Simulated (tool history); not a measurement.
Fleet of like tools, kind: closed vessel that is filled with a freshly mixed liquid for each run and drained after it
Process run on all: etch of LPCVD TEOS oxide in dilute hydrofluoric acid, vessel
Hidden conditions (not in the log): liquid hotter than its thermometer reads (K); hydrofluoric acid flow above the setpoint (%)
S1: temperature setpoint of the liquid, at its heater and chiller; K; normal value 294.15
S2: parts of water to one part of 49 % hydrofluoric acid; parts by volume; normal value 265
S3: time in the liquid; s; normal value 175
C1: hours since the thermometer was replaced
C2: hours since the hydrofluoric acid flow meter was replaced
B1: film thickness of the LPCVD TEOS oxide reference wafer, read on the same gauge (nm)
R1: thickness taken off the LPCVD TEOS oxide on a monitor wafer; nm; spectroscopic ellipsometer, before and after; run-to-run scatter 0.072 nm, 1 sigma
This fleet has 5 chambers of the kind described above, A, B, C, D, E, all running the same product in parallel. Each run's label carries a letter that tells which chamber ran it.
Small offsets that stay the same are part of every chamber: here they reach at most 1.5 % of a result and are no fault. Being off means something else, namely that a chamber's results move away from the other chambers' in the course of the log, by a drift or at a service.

run,hour,S1,S2,S3,C1,C2,B1,R1
1B,2.7,294.15,265,175,1003.8,194.3,139.97,18.041
2C,5.5,294.15,265,175,430.9,413.3,140,18.121
3A,10.8,294.15,265,175,261.7,508.9,140.03,18.033
# hour 13.3: chamber E: thermometer replaced
4D,15.8,294.15,265,175,2541.2,1474,140.01,18.42
5E,20.4,294.15,265,175,7.2,509.2,140.02,18.117
6A,25.2,294.15,265,175,276.1,523.3,139.99,18.065
7D,28.7,294.15,265,175,2554.1,1486.9,140.01,18.413
8C,31.5,294.15,265,175,456.9,439.3,140,18.256
9E,37.5,294.15,265,175,24.3,526.3,139.97,18.119
10B,40.5,294.15,265,175,1041.6,232.1,139.98,18.119
11B,45.8,294.15,265,175,1046.9,237.4,139.99,18.184
12D,51.1,298.65,265,130,2576.5,1509.3,139.99,16.055
13E,55.9,298.65,265,130,42.7,544.7,139.98,15.781
14C,59,298.65,265,130,484.4,466.8,140.01,15.977
15A,62,298.65,265,130,312.9,560.1,140.03,15.673
16B,66.2,298.65,265,130,1067.3,257.8,139.99,16.032
17A,69.3,294.15,265,175,320.2,567.4,140.02,18.007
18C,75.3,294.15,265,175,500.7,483.1,140.02,18.191
19E,81.3,294.15,265,175,68.1,570.1,139.99,18.078
20D,84.9,294.15,265,175,2610.3,1543.1,140.01,18.354
21B,91,294.15,265,175,1092.1,282.6,140.01,18.498
22A,96.8,294.15,265,175,347.7,594.9,140,17.922
23E,102.7,294.15,265,175,89.5,591.5,140.01,18.13
24D,108.3,294.15,330,175,2633.7,1566.5,140,13.958
25C,113.2,294.15,330,175,538.6,521,140.01,13.764
26A,118.4,294.15,330,175,369.3,616.5,140,13.537
27E,121.2,294.15,330,175,108,610,140,13.766
28C,127.2,294.15,330,175,552.6,535,140,13.846
29D,130,294.15,265,175,2655.4,1588.2,140.01,18.421
30B,132.7,294.15,265,175,1133.8,324.3,139.99,18.65
31A,136.2,294.15,265,175,387.1,634.3,140.02,18.19
32E,141.3,294.15,265,175,128.1,630.1,140.02,17.985
33B,144,294.15,265,175,1145.1,335.6,139.97,18.595
34C,149.7,294.15,265,175,575.1,557.5,140,18.118
35D,152.5,294.15,265,175,2677.9,1610.7,140.02,18.449
36B,155.8,294.15,325,215,1156.9,347.4,140.01,17.585
37E,160.9,294.15,325,215,147.7,649.7,140,17.247
38A,166.2,294.15,325,215,417.1,664.3,140.01,16.969
39D,170.1,294.15,325,215,2695.5,1628.3,140,17.413
40C,172.9,294.15,325,215,598.3,580.7,139.98,17.206
41A,176.5,294.15,265,175,427.4,674.6,140.02,18.079
42C,181.7,294.15,265,175,607.1,589.5,140.01,18.122
43D,187.7,291.65,180,175,2713.1,1645.9,140.03,26.416

For the next run the whole fleet of 5 chambers uses the same settings. Give each chamber's results:
44A,192.2,294.15,265,175,,,,?
44B,192.2,294.15,265,175,,,,?
44C,192.2,294.15,265,175,,,,?
44D,192.2,294.15,265,175,,,,?
44E,192.2,294.15,265,175,,,,?

run,R1
44A,18.081
44B,18.937
44C,18.364
44D,18.442
44E,18.251
